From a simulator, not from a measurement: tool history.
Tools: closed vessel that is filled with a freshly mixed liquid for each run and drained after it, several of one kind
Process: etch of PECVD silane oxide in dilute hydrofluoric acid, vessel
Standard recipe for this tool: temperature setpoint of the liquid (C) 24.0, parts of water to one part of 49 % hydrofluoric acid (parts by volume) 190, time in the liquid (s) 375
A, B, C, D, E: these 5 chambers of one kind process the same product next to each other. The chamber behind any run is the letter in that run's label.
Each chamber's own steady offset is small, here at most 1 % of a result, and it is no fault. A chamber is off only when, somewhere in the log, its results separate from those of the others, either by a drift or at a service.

run,hour,temperature setpoint of the liquid (C),parts of water to one part of 49 % hydrofluoric acid (parts by volume),time in the liquid (s),"read-back film thickness of the PECVD silane oxide reference wafer, read on the same gauge (nm)",thickness taken off the PECVD silane oxide on a monitor wafer (angstrom)
1A,10.7,24.0,190,375,69.991,408.20
2B,23.4,24.0,190,375,70.016,408.10
3E,31.3,24.0,190,375,70.053,409.53
4C,42.3,24.0,190,375,69.996,397.29
5D,54.4,24.0,190,375,69.986,402.65
6E,70.0,24.0,190,375,69.999,409.29
7B,80.6,27.5,280,375,70.012,276.39
8D,90.4,27.5,280,375,70.039,275.35
9C,101.6,27.5,280,375,70.037,277.26
10A,108.7,27.5,280,375,69.966,282.41
11D,122.1,27.5,280,375,69.998,281.72
# hour 133.9: chamber C: thermometer replaced
12B,133.9,24.0,190,375,69.997,401.51
13A,142.7,28.5,245,375,69.979,337.55
14E,157.9,28.5,245,375,70.028,349.73
15C,166.0,28.5,245,375,70.017,341.37
16B,175.9,28.5,245,375,70.020,344.29
17A,185.7,28.5,245,375,70.011,343.94
# hour 193.1: chamber C: hydrofluoric acid flow meter replaced
18E,194.1,24.0,190,375,70.032,404.40
19D,208.1,24.0,190,375,70.007,398.27
# hour 213.8: chamber D: thermometer replaced
20C,215.8,24.0,190,375,70.004,401.09
21E,228.0,24.0,190,375,69.965,405.92
22A,239.0,24.0,190,375,70.023,407.32
23C,246.5,24.0,190,375,70.030,407.79
24B,257.3,24.0,190,375,70.019,397.02
25D,271.1,24.0,190,375,69.997,403.80
# hour 271.3: chamber A: thermometer replaced
26A,284.8,24.0,190,375,70.033,403.40
27C,296.6,24.0,220,375,70.067,339.92
28D,311.6,24.0,220,375,69.950,341.37
29E,325.6,24.0,220,375,69.989,341.47
30B,340.6,24.0,220,375,69.963,339.01
31C,355.0,24.0,220,375,69.999,338.68
32D,362.4,24.0,190,375,69.981,404.19
33E,373.5,24.0,190,375,69.995,404.55

For the next run the whole fleet of 5 chambers uses the same settings. Give each chamber's results:
34A,384.7,24.0,190,375,,?
34B,384.7,24.0,190,375,,?
34C,384.7,24.0,190,375,,?
34D,384.7,24.0,190,375,,?
34E,384.7,24.0,190,375,,?

run,thickness taken off the PECVD silane oxide on a monitor wafer (angstrom)
34A,402.78
34B,403.51
34C,398.17
34D,406.22
34E,412.38
